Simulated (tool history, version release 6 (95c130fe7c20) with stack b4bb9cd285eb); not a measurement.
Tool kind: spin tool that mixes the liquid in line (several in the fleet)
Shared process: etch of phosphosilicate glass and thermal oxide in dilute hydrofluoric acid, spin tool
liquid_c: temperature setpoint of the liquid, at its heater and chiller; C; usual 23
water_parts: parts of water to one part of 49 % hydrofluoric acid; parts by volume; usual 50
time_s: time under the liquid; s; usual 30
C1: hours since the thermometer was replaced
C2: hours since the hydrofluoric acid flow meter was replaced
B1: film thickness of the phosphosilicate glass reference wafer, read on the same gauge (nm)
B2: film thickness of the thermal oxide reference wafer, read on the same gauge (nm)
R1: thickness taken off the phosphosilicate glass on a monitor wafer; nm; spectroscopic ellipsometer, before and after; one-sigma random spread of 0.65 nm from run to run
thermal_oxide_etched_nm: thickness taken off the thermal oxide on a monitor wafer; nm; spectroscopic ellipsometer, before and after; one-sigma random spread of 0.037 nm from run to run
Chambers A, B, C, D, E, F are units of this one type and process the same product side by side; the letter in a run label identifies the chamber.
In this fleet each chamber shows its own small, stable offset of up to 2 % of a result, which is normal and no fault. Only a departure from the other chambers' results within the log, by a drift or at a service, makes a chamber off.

run 1D day=0.321 | liquid_c=23 water_parts=50 time_s=30 | C1=47.4 C2=1373 | B1=69.993 B2=109.99 | R1=121.1 thermal_oxide_etched_nm=2.9676
run 2F day=0.688 | liquid_c=23 water_parts=50 time_s=30 | C1=586.4 C2=762.6 | B1=70.005 B2=109.98 | R1=120.96 thermal_oxide_etched_nm=2.9834
run 3C day=1.071 | liquid_c=23 water_parts=50 time_s=30 | C1=350.4 C2=809.9 | B1=70.012 B2=110.01 | R1=119.58 thermal_oxide_etched_nm=2.9603
run 4B day=1.304 | liquid_c=23 water_parts=50 time_s=30 | C1=1724.9 C2=1179.5 | B1=69.985 B2=110.06 | R1=122.57 thermal_oxide_etched_nm=2.9201
run 5A day=1.592 | liquid_c=23 water_parts=50 time_s=30 | C1=555.4 C2=651.9 | B1=69.959 B2=110.04 | R1=118.97 thermal_oxide_etched_nm=2.9807
run 6E day=1.942 | liquid_c=23 water_parts=50 time_s=30 | C1=2035.1 C2=1304.1 | B1=70.018 B2=110.04 | R1=119.14 thermal_oxide_etched_nm=2.881
run 7E day=2.342 | liquid_c=23 water_parts=50 time_s=30 | C1=2044.7 C2=1313.7 | B1=70.012 B2=109.97 | R1=121.02 thermal_oxide_etched_nm=2.943
run 8B day=2.7 | liquid_c=23 water_parts=50 time_s=30 | C1=1758.4 C2=1213 | B1=69.987 B2=110.01 | R1=121.67 thermal_oxide_etched_nm=2.9053
run 9F day=3.183 | liquid_c=23 water_parts=50 time_s=30 | C1=646.3 C2=822.5 | B1=69.978 B2=110.06 | R1=121.86 thermal_oxide_etched_nm=3.0048
run 10D day=3.571 | liquid_c=23 water_parts=50 time_s=30 | C1=125.4 C2=1451 | B1=70.002 B2=109.98 | R1=121.11 thermal_oxide_etched_nm=2.9727
run 11A day=3.825 | liquid_c=23 water_parts=50 time_s=30 | C1=609 C2=705.5 | B1=69.994 B2=110.05 | R1=119.6 thermal_oxide_etched_nm=2.9689
run 12C day=4.225 | liquid_c=20 water_parts=50 time_s=15 | C1=426.1 C2=885.6 | B1=70.007 B2=109.95 | R1=52.724 thermal_oxide_etched_nm=1.2922
run 13E day=4.483 | liquid_c=20 water_parts=50 time_s=15 | C1=2096.1 C2=1365.1 | B1=70.003 B2=110.03 | R1=53.458 thermal_oxide_etched_nm=1.2953
run 14C day=4.929 | liquid_c=20 water_parts=50 time_s=15 | C1=443 C2=902.5 | B1=70.007 B2=109.98 | R1=52.875 thermal_oxide_etched_nm=1.322
run 15A day=5.171 | liquid_c=20 water_parts=50 time_s=15 | C1=641.3 C2=737.8 | B1=70.032 B2=110.01 | R1=52.871 thermal_oxide_etched_nm=1.3157
run 16F day=5.425 | liquid_c=20 water_parts=50 time_s=15 | C1=700.1 C2=876.3 | B1=70.005 B2=110.03 | R1=53.387 thermal_oxide_etched_nm=1.319
run 17B day=5.692 | liquid_c=20 water_parts=50 time_s=15 | C1=1830.2 C2=1284.8 | B1=69.977 B2=110 | R1=53.171 thermal_oxide_etched_nm=1.298
run 18D day=6.117 | liquid_c=23 water_parts=50 time_s=30 | C1=186.5 C2=1512.1 | B1=70.018 B2=110 | R1=122.16 thermal_oxide_etched_nm=2.9519
run 19D day=6.408 | liquid_c=23 water_parts=50 time_s=30 | C1=193.5 C2=1519.1 | B1=70.007 B2=110.04 | R1=121.97 thermal_oxide_etched_nm=2.9431
run 20A day=6.888 | liquid_c=23 water_parts=50 time_s=30 | C1=682.5 C2=779 | B1=69.98 B2=109.97 | R1=120.15 thermal_oxide_etched_nm=2.9627
run 21F day=7.425 | liquid_c=23 water_parts=50 time_s=30 | C1=748.1 C2=924.3 | B1=70.002 B2=110.02 | R1=121.27 thermal_oxide_etched_nm=2.9787
run 22B day=7.692 | liquid_c=23 water_parts=50 time_s=30 | C1=1878.2 C2=1332.8 | B1=69.996 B2=109.99 | R1=119.94 thermal_oxide_etched_nm=2.8898
run 23C day=8.029 | liquid_c=23 water_parts=50 time_s=30 | C1=517.4 C2=976.9 | B1=70.03 B2=110 | R1=118.19 thermal_oxide_etched_nm=2.8781
run 24E day=8.433 | liquid_c=23 water_parts=50 time_s=30 | C1=2190.9 C2=1459.9 | B1=69.984 B2=110.02 | R1=120.72 thermal_oxide_etched_nm=2.8949
run 25C day=8.688 | liquid_c=20 water_parts=50 time_s=20 | C1=533.2 C2=992.7 | B1=69.962 B2=110 | R1=70.118 thermal_oxide_etched_nm=1.7159
run 26F day=9.179 | liquid_c=20 water_parts=50 time_s=20 | C1=790.2 C2=966.4 | B1=69.963 B2=110 | R1=71.297 thermal_oxide_etched_nm=1.7396
run 27D day=9.504 | liquid_c=20 water_parts=50 time_s=20 | C1=267.8 C2=1593.4 | B1=70.002 B2=110 | R1=71.699 thermal_oxide_etched_nm=1.7849
run 28A day=10.038 | liquid_c=20 water_parts=50 time_s=20 | C1=758.1 C2=854.6 | B1=70.006 B2=109.96 | R1=70.781 thermal_oxide_etched_nm=1.7577
run 29E day=10.35 | liquid_c=20 water_parts=50 time_s=20 | C1=2236.9 C2=1505.9 | B1=69.983 B2=110 | R1=70.866 thermal_oxide_etched_nm=1.7131
run 30B day=10.746 | liquid_c=20 water_parts=50 time_s=20 | C1=1951.5 C2=1406.1 | B1=69.975 B2=109.97 | R1=71.16 thermal_oxide_etched_nm=1.7285
run 31C day=10.975 | liquid_c=23 water_parts=50 time_s=30 | C1=588.1 C2=1047.6 | B1=70.048 B2=110.02 | R1=120.26 thermal_oxide_etched_nm=2.8586
run 32F day=11.429 | liquid_c=23 water_parts=50 time_s=30 | C1=844.2 C2=1020.4 | B1=70.003 B2=110 | R1=120.01 thermal_oxide_etched_nm=2.9617
run 33E day=11.721 | liquid_c=23 water_parts=50 time_s=30 | C1=2269.8 C2=1538.8 | B1=69.989 B2=109.99 | R1=120.21 thermal_oxide_etched_nm=2.9264
run 34A day=12.179 | liquid_c=23 water_parts=50 time_s=30 | C1=809.5 C2=906 | B1=69.985 B2=109.92 | R1=120.04 thermal_oxide_etched_nm=2.9479
run 35B day=12.65 | liquid_c=19 water_parts=70 time_s=30 | C1=1997.2 C2=1451.8 | B1=69.984 B2=109.98 | R1=71.638 thermal_oxide_etched_nm=1.6984
run 36D day=13.188 | liquid_c=19 water_parts=70 time_s=30 | C1=356.2 C2=1681.8 | B1=70.031 B2=110.03 | R1=71.794 thermal_oxide_etched_nm=1.7453
run 37E day=13.504 | liquid_c=19 water_parts=70 time_s=30 | C1=2312.6 C2=1581.6 | B1=70.019 B2=110 | R1=71.026 thermal_oxide_etched_nm=1.7352
run 38C day=13.854 | liquid_c=19 water_parts=70 time_s=30 | C1=657.2 C2=1116.7 | B1=69.977 B2=110.03 | R1=70.738 thermal_oxide_etched_nm=1.7176

Is one chamber off against the others, does the gauge drift, or is nothing wrong? If a chamber is off, say which, and what the likeliest cause is.

Neither any chamber nor the gauge drifts; the chambers differ only by their own small, steady offsets.
